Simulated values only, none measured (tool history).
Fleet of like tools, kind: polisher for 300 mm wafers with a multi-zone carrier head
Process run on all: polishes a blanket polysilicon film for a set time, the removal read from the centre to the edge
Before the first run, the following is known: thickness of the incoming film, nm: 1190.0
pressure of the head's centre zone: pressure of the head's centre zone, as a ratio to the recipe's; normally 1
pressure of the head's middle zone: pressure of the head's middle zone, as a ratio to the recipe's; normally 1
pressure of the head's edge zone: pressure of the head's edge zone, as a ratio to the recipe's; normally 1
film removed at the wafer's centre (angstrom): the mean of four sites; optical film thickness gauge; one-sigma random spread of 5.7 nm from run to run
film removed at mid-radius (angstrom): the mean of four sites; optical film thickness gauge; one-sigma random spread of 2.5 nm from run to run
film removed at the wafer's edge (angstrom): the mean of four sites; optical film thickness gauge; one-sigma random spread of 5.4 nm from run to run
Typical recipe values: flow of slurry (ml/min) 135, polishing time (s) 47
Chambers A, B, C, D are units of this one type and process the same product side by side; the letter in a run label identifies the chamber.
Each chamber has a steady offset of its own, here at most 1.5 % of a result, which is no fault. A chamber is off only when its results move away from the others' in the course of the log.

run,hour,flow of slurry (ml/min),pressure of the head's centre zone,pressure of the head's middle zone,pressure of the head's edge zone,polishing time (s),wafers polished on this pad,hours since the slurry nozzle was cleaned,hours since the centre zone pressure was calibrated,hours since the edge zone pressure was calibrated,film removed at the wafer's centre (angstrom),film removed at mid-radius (angstrom),film removed at the wafer's edge (angstrom)
# hour 11.4: chamber B: worn pad replaced by a new one
1D,11.6,135,1,1,1,47,176,250.3,93.9,162.9,3983.6,4066.4,3981.8
2C,19.4,135,1,1,1,47,262,74.3,629.3,164.2,4209,4076.3,4167.7
# hour 20.4: chamber A: edge zone pressure recalibrated
3A,34.6,135,1,1,1,47,518,345.3,108.4,14.3,4010.6,4027,4132.7
# hour 46.7: chamber B: edge zone pressure recalibrated
4B,47.9,135,1,1,1,47,244,207.3,80.3,1.3,3968.4,4082.9,4146.7
5A,56.1,135,1,1,1,47,662,366.8,129.9,35.8,3947.3,4042.8,4076.9
6D,66.3,135,1,1,1,47,542,305,148.6,217.6,4114.3,4097.6,4038.2
7C,76.8,135,1,1,1,47,646,131.7,686.7,221.6,4139.5,4036.1,4094.8
8B,86.8,135,1,1,1,47,504,246.2,119.2,40.2,3992.6,4088,4148.3
# hour 87.6: chamber C: worn pad replaced by a new one
# hour 93.3: chamber D: worn pad replaced by a new one
# hour 96.1: chamber B: worn pad replaced by a new one
9B,100.5,135,1,1,1,47,29,259.9,132.9,53.9,4150.3,4059.8,4110.2
10A,114.3,135,1,1,1,47,1051,425,188.1,94,3967.9,3931.7,3952.4
11D,127.1,135,1,1,1,47,226,365.8,209.4,278.4,4077.4,4094.2,4031.7
12C,133.9,135,1,1,1,47,309,188.8,743.8,278.7,4103.6,4015.2,4119.6
13D,141.4,135,1,1,1,47,321,380.1,223.7,292.7,4079.6,4096.1,4112
14B,151.3,135,1,1,1,47,369,310.7,183.7,104.7,4058.1,4102,4141.8
15A,163.5,135,1,1,1,47,1380,474.2,237.3,143.2,3932.2,3821.3,3787.2
16C,175.2,135,1,1,1,47,585,230.1,785.1,320,4132.5,4035.4,4093.3
# hour 182.4: chamber D: worn pad replaced by a new one
# hour 185.4: chamber B: worn pad replaced by a new one
17B,188.1,135,1,1,1,47,18,347.5,220.5,141.5,4059.2,4056.1,4111
18A,197.9,135,1,1,1,47,1610,508.6,271.7,177.6,3850.1,3772.8,3704.4
19D,212.2,135,0.95,1,0.89,47,199,450.9,294.5,363.5,3903,4050.7,3811.7
# hour 221.1: chamber C: edge zone pressure recalibrated
# hour 221.8: chamber C: worn pad replaced by a new one
20C,223.1,135,0.95,1,0.89,47,9,278,833,2,3899,4133.8,3838.1
# hour 231.1: chamber A: slurry nozzle cleaned
21C,232.4,135,0.95,1,0.89,47,71,287.3,842.3,11.3,3881.9,4027.7,3777.8
# hour 245.8: chamber C: slurry nozzle cleaned
22A,246.4,135,0.95,1,0.89,47,1935,15.4,320.2,226.1,3498,3752.6,3504.6
23D,254,135,1,1,1,47,479,492.7,336.3,405.3,4174.5,4102.4,4127.8
# hour 261.5: chamber B: worn pad replaced by a new one
24B,263.5,135,1,1,1,47,13,422.9,295.9,216.9,4044.6,4080.5,4158.6
# hour 269.2: chamber C: centre zone pressure recalibrated
25A,274.5,95,1,1.09,1,47,2122,43.5,348.3,254.2,3306.7,3655.4,3464.9
26C,283,95,1,1.09,1,47,409,37.3,13.9,61.9,3718.3,3999.3,3800.1
27D,292,95,1,1.09,1,47,733,530.7,374.3,443.3,3663.5,4051.1,3906.2

What goes on in this fleet: one chamber off, a drifting gauge, or nothing beyond the chambers' own small offsets? Name the chamber and the cause, if any.

Little by little, chamber A moves away from the other chambers.
Likeliest cause: removal rate lost through wear of the pad, % = 10.9.

Here are 4 candidates for chamber A's next run, each the usual settings with a change, their results left as question marks. Which one brings its results back in line with what the others give on the usual settings?
Allowed miss from the other chambers' usual-settings mean, per result, to count as in line: film removed at the wafer's centre (angstrom) 200; film removed at mid-radius (angstrom) 88; film removed at the wafer's edge (angstrom) 190
28A-1,303.2,140,1.01,1,1.01,58,,,,,?,?,?
28A-2,303.2,140,1.01,1,1,52,,,,,?,?,?
28A-3,303.2,130,0.99,1,0.99,38,,,,,?,?,?
28A-4,303.2,130,0.99,1,1,42,,,,,?,?,?

Other chambers, usual settings, mean: film removed at the wafer's centre (angstrom) 4088.2; film removed at mid-radius (angstrom) 4070.2; film removed at the wafer's edge (angstrom) 4084.6
run,film removed at the wafer's centre (angstrom),film removed at mid-radius (angstrom),film removed at the wafer's edge (angstrom)
28A-1,4548.9,4528.4,4568.3
28A-2,4078.3,4060,4074.5
28A-3,2864.6,2922,2929.7
28A-4,3166.2,3229.5,3255.1
28A-2 is the one that brings the chamber's results back in line with the other chambers.

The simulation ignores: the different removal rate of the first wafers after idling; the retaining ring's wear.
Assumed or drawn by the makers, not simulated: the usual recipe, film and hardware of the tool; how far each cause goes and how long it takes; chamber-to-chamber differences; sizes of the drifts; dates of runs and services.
